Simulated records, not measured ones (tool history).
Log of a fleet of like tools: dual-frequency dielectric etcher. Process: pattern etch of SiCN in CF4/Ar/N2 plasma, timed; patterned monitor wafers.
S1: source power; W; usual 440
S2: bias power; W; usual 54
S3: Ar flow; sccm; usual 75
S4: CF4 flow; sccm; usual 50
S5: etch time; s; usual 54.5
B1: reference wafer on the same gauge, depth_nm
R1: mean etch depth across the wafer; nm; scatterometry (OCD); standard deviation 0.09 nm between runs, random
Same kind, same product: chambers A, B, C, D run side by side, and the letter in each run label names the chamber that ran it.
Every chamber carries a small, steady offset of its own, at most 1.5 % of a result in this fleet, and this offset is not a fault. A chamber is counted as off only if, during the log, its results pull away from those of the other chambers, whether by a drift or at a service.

Run 1A, hour 10.7: usual settings; B1 40.299. Result: R1 40.674 nm.
Run 2D, hour 17.1: usual settings; B1 40.288. Result: R1 40.940 nm.
Run 3B, hour 24.9: usual settings; B1 40.287. Result: R1 41.567 nm.
At hour 30.1: chamber D: wet clean of the chamber.
Run 4C, hour 35.3: usual settings; B1 40.307. Result: R1 41.638 nm.
Run 5C, hour 45.2: usual settings but S1 360 W, S4 55 sccm; B1 40.314. Result: R1 35.192 nm.
Run 6B, hour 54.0: usual settings but S1 360 W, S4 55 sccm; B1 40.308. Result: R1 35.265 nm.
Run 7A, hour 59.7: usual settings but S1 360 W, S4 55 sccm; B1 40.300. Result: R1 34.841 nm.
Run 8D, hour 68.2: usual settings but S1 360 W, S4 55 sccm; B1 40.306. Result: R1 34.677 nm.
Run 9C, hour 76.7: usual settings but S4 42 sccm, S5 62.0 s; B1 40.316. Result: R1 45.972 nm.
Run 10B, hour 87.2: usual settings but S4 42 sccm, S5 62.0 s; B1 40.297. Result: R1 45.835 nm.
Run 11D, hour 97.2: usual settings but S4 42 sccm, S5 62.0 s; B1 40.289. Result: R1 45.016 nm.
Run 12A, hour 102.8: usual settings but S4 42 sccm, S5 62.0 s; B1 40.305. Result: R1 44.937 nm.
Run 13C, hour 109.6: usual settings; B1 40.314. Result: R1 41.679 nm.
Run 14B, hour 122.0: usual settings; B1 40.306. Result: R1 41.567 nm.
Run 15D, hour 131.9: usual settings; B1 40.297. Result: R1 40.772 nm.
Run 16A, hour 137.6: usual settings; B1 40.316. Result: R1 40.879 nm.
Run 17A, hour 147.8: usual settings; B1 40.304. Result: R1 40.846 nm.
Run 18C, hour 159.7: usual settings; B1 40.308. Result: R1 41.650 nm.
Run 19D, hour 167.8: usual settings but S4 43 sccm; B1 40.298. Result: R1 39.995 nm.
Run 20B, hour 176.0: usual settings but S4 43 sccm; B1 40.311. Result: R1 40.718 nm.
Run 21D, hour 186.9: usual settings but S4 43 sccm; B1 40.292. Result: R1 39.889 nm.
Run 22B, hour 192.6: usual settings but S4 43 sccm; B1 40.288. Result: R1 40.860 nm.
Run 23C, hour 201.7: usual settings; B1 40.301. Result: R1 41.573 nm.
At hour 208.0: chamber A: wet clean of the chamber.
Run 24A, hour 208.4: usual settings; B1 40.281. Result: R1 40.807 nm.
Run 25B, hour 218.5: usual settings; B1 40.293. Result: R1 42.069 nm.
Run 26C, hour 230.0: usual settings; B1 40.307. Result: R1 41.595 nm.
Run 27A, hour 240.9: usual settings; B1 40.304. Result: R1 40.845 nm.
Run 28D, hour 249.5: usual settings; B1 40.289. Result: R1 40.840 nm.

Read the log: is a single chamber off, either drifting away or since a service, is the gauge that measures every chamber drifting, or is nothing wrong beyond small per-chamber offsets? Name any odd chamber and what most likely caused it.

Chamber B drifts away from the others.
What lies behind it: etch rate over this chamber's usual, % = 1.58.
The log may not separate it from: source power that arrives over what is set, %; bias power that arrives over what is set, %; Ar flow that arrives under what is set, %; CF4 flow that arrives over what is set, %.

Chamber B could run next with any of the 4 candidate recipes listed below; each alters the usual settings, and their results appear as question marks. Which one brings its results back in line with what the other chambers deliver on the usual settings?
Counts as in line when no further than this from what the other chambers average on the usual settings: R1 0.330 nm
Run 29B-1, hour 258.4: usual settings but S5 56.0 s. Result: R1 ?.
Run 29B-2, hour 258.4: usual settings but S5 53.0 s. Result: R1 ?.
Run 29B-3, hour 258.4: usual settings but S5 55.0 s. Result: R1 ?.
Run 29B-4, hour 258.4: usual settings but S5 54.0 s. Result: R1 ?.

Average result of the remaining chambers running the usual settings: R1 41.082 nm
  run      R1
29B-1  43.286
29B-2  40.967
29B-3  42.513
29B-4  41.740
The answer is 29B-2, which returns the chamber to within the allowed miss of the others.
